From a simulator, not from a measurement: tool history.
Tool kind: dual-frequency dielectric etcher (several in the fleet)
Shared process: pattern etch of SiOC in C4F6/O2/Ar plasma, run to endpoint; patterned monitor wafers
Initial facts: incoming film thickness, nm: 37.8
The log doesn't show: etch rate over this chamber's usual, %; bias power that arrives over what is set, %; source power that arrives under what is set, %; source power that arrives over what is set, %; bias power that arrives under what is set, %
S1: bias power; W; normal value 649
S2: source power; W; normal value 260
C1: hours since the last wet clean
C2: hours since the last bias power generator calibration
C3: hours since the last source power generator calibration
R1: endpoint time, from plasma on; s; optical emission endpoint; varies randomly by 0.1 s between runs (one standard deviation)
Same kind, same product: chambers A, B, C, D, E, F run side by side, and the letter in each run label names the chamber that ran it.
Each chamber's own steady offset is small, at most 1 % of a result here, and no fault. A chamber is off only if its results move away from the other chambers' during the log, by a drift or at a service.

Run 1B, hour 4.5: usual settings; C1 22; C2 599.8; C3 989.4. Result: R1 13.466 s.
Run 2E, hour 7.9: usual settings; C1 398.1; C2 2372; C3 2922.4. Result: R1 13.495 s.
Run 3F, hour 11.4: usual settings; C1 267.4; C2 2922.3; C3 405.7. Result: R1 13.411 s.
Run 4C, hour 15.4: usual settings; C1 450; C2 2043.5; C3 2860.9. Result: R1 13.312 s.
At hour 17.9: chamber C: wet clean of the chamber.
Run 5A, hour 19: usual settings; C1 139.5; C2 1248.5; C3 2204.4. Result: R1 13.521 s.
Run 6D, hour 24.9: usual settings; C1 357.3; C2 71.3; C3 575. Result: R1 13.552 s.
Run 7E, hour 30.4: usual settings; C1 420.6; C2 2394.5; C3 2944.9. Result: R1 13.4 s.
Run 8C, hour 34: usual settings; C1 16.1; C2 2062.1; C3 2879.5. Result: R1 13.502 s.
Run 9B, hour 37.4: usual settings; C1 54.9; C2 632.7; C3 1022.3. Result: R1 13.44 s.
Run 10F, hour 41.4: usual settings; C1 297.4; C2 2952.3; C3 435.7. Result: R1 13.369 s.
Run 11D, hour 45.7: usual settings; C1 378.1; C2 92.1; C3 595.8. Result: R1 13.432 s.
Run 12A, hour 48.4: usual settings; C1 168.9; C2 1277.9; C3 2233.8. Result: R1 13.238 s.
Run 13D, hour 54.2: usual settings; C1 386.6; C2 100.6; C3 604.3. Result: R1 13.341 s.
Run 14B, hour 59.7: usual settings; C1 77.2; C2 655; C3 1044.6. Result: R1 13.534 s.
Run 15A, hour 63.3: usual settings; C1 183.8; C2 1292.8; C3 2248.7. Result: R1 13.479 s.
Run 16F, hour 67.2: usual settings; C1 323.2; C2 2978.1; C3 461.5. Result: R1 13.42 s.
Run 17E, hour 72.7: usual settings; C1 462.9; C2 2436.8; C3 2987.2. Result: R1 13.475 s.
Run 18C, hour 76.2: usual settings; C1 58.3; C2 2104.3; C3 2921.7. Result: R1 13.514 s.
Run 19D, hour 81.6: usual settings; C1 414; C2 128; C3 631.7. Result: R1 13.195 s.
At hour 84.3: chamber D: wet clean of the chamber.
Run 20B, hour 86.5: usual settings; C1 104; C2 681.8; C3 1071.4. Result: R1 13.481 s.
Run 21E, hour 91: usual settings; C1 481.2; C2 2455.1; C3 3005.5. Result: R1 13.438 s.
Run 22F, hour 94.5: usual settings; C1 350.5; C2 3005.4; C3 488.8. Result: R1 13.466 s.
Run 23C, hour 100: usual settings; C1 82.1; C2 2128.1; C3 2945.5. Result: R1 13.558 s.
Run 24A, hour 103.9: usual settings but S2 300 W; C1 224.4; C2 1333.4; C3 2289.3. Result: R1 12.763 s.
Run 25E, hour 108.5: usual settings but S2 300 W; C1 498.7; C2 2472.6; C3 3023. Result: R1 12.782 s.
Run 26D, hour 111.1: usual settings but S2 300 W; C1 26.9; C2 157.5; C3 661.2. Result: R1 12.803 s.
Run 27F, hour 115.6: usual settings but S2 300 W; C1 371.6; C2 3026.5; C3 509.9. Result: R1 12.629 s.
Run 28B, hour 119.9: usual settings but S2 300 W; C1 137.4; C2 715.2; C3 1104.8. Result: R1 12.712 s.
Run 29A, hour 124.7: usual settings but S2 300 W; C1 245.2; C2 1354.2; C3 2310.1. Result: R1 12.564 s.
Run 30C, hour 130.2: usual settings but S1 591 W; C1 112.3; C2 2158.3; C3 2975.7. Result: R1 13.996 s.
Run 31E, hour 134.4: usual settings but S1 591 W; C1 524.6; C2 2498.5; C3 3048.9. Result: R1 14.042 s.
Run 32D, hour 139.5: usual settings but S1 591 W; C1 55.3; C2 185.9; C3 689.6. Result: R1 14.13 s.
Run 33A, hour 142.9: usual settings but S1 591 W; C1 263.4; C2 1372.4; C3 2328.3. Result: R1 14.006 s.
Run 34B, hour 146.7: usual settings but S1 591 W; C1 164.2; C2 742; C3 1131.6. Result: R1 13.854 s.
Run 35C, hour 149.8: usual settings but S1 591 W; C1 131.9; C2 2177.9; C3 2995.3. Result: R1 13.854 s.
Run 36F, hour 152.7: usual settings but S1 714 W, S2 210 W; C1 408.7; C2 3063.6; C3 547. Result: R1 13.921 s.
Run 37B, hour 156.6: usual settings but S1 714 W, S2 210 W; C1 174.1; C2 751.9; C3 1141.5. Result: R1 14.05 s.
Run 38D, hour 161.6: usual settings but S1 714 W, S2 210 W; C1 77.4; C2 208; C3 711.7. Result: R1 13.97 s.
Run 39C, hour 167.2: usual settings but S1 714 W, S2 210 W; C1 149.3; C2 2195.3; C3 3012.7. Result: R1 13.937 s.
Run 40A, hour 170.9: usual settings but S1 714 W, S2 210 W; C1 291.4; C2 1400.4; C3 2356.3. Result: R1 13.894 s.
Run 41F, hour 174.5: usual settings but S1 714 W, S2 210 W; C1 430.5; C2 3085.4; C3 568.8. Result: R1 13.968 s.
Run 42E, hour 177.3: usual settings; C1 567.5; C2 2541.4; C3 3091.8. Result: R1 13.353 s.
Run 43B, hour 180.1: usual settings but S1 764 W; C1 197.6; C2 775.4; C3 1165. Result: R1 12.52 s.

Is one chamber out of step, is the gauge drifting, or do the chambers differ by no more than their own small offsets? For an off chamber, give its letter and the likeliest cause.

All chambers stay in line apart from their small fixed offsets, and the gauge does not drift.
